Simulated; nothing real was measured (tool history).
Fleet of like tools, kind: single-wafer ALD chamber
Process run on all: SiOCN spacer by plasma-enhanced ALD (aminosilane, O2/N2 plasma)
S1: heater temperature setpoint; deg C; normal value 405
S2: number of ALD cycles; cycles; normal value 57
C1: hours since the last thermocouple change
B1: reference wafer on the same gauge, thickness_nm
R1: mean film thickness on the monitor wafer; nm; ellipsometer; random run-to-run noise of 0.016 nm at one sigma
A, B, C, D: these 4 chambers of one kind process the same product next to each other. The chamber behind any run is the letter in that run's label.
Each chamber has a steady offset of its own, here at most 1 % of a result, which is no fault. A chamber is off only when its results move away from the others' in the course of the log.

run   hour   S1  S2     C1      B1      R1
 1D    3.9  405  57  192.4  2.8007  3.3748
 2B    9.8  405  57  355.5  2.8015    3.41
 3C   16.1  405  57  567.6  2.7977  3.3923
 4A   20.1  405  57     98     2.8  3.4103
 5B     27  405  57  372.7  2.7972   3.395
 6A   32.6  405  57  110.5   2.803  3.4432
 7D   37.1  405  57  225.6  2.7996  3.3907
 8C   42.8  405  57  594.3  2.8001  3.3736
 9D   49.5  390  61    238  2.8026  3.7041
10C     53  390  61  604.5  2.8001  3.6746
11A   59.3  390  61  137.2  2.8043  3.7265
12B   66.6  390  61  412.3  2.8008  3.6801
13A   73.7  405  57  151.6  2.8001  3.4123
14D   79.5  415  57    268  2.7982  3.3013
15B   84.5  415  57  430.2  2.8013  3.3383
16C   90.6  415  57  642.1  2.7961  3.3224
17D   94.5  415  57    283  2.7971  3.3191
18B   98.4  405  57  444.1  2.8012   3.422
19A  102.4  405  57  180.3  2.8012  3.4085
20C  110.1  405  57  661.6  2.7986  3.3845
21B  114.9  405  57  460.6  2.8025  3.3928
22A    119  411  46  196.9  2.8037  2.6853
23D  123.4  411  46  311.9  2.8031  2.6891
24C  128.7  411  46  680.2  2.8004  2.6771
25C    136  411  46  687.5  2.7996  2.6853
26A  142.1  405  57    220  2.8032  3.3887
27D  149.1  405  57  337.6  2.7995  3.3991
28B  154.4  405  57  500.1  2.7993  3.4207
29A  162.2  412  61  240.1  2.7963  3.5811
30B  169.9  412  61  515.6  2.8008  3.5646
31D  175.7  412  61  364.2  2.7999  3.5807
32C  180.7  412  61  732.2  2.8014   3.551
33B  184.2  405  57  529.9  2.7991  3.4168
34D  189.2  405  57  377.7  2.8009  3.3893
35A  193.8  410  61  271.7  2.8004  3.5415
36C  197.8  410  61  749.3  2.7991  3.5702
37A  202.3  410  61  280.2  2.8013  3.6037
38C    208  410  61  759.5  2.8002  3.5521
39B  215.5  405  57  561.2     2.8  3.3914
40D  222.3  405  66  410.8  2.7998  3.9368

The same settings go to every chamber for the next run, one line per chamber below. Forecast the results for each:
41A  227.9  405  57           ?
41B  227.9  405  57           ?
41C  227.9  405  57           ?
41D  227.9  405  57           ?

run      R1
41A  3.4274
41B  3.3987
41C  3.3806
41D   3.421

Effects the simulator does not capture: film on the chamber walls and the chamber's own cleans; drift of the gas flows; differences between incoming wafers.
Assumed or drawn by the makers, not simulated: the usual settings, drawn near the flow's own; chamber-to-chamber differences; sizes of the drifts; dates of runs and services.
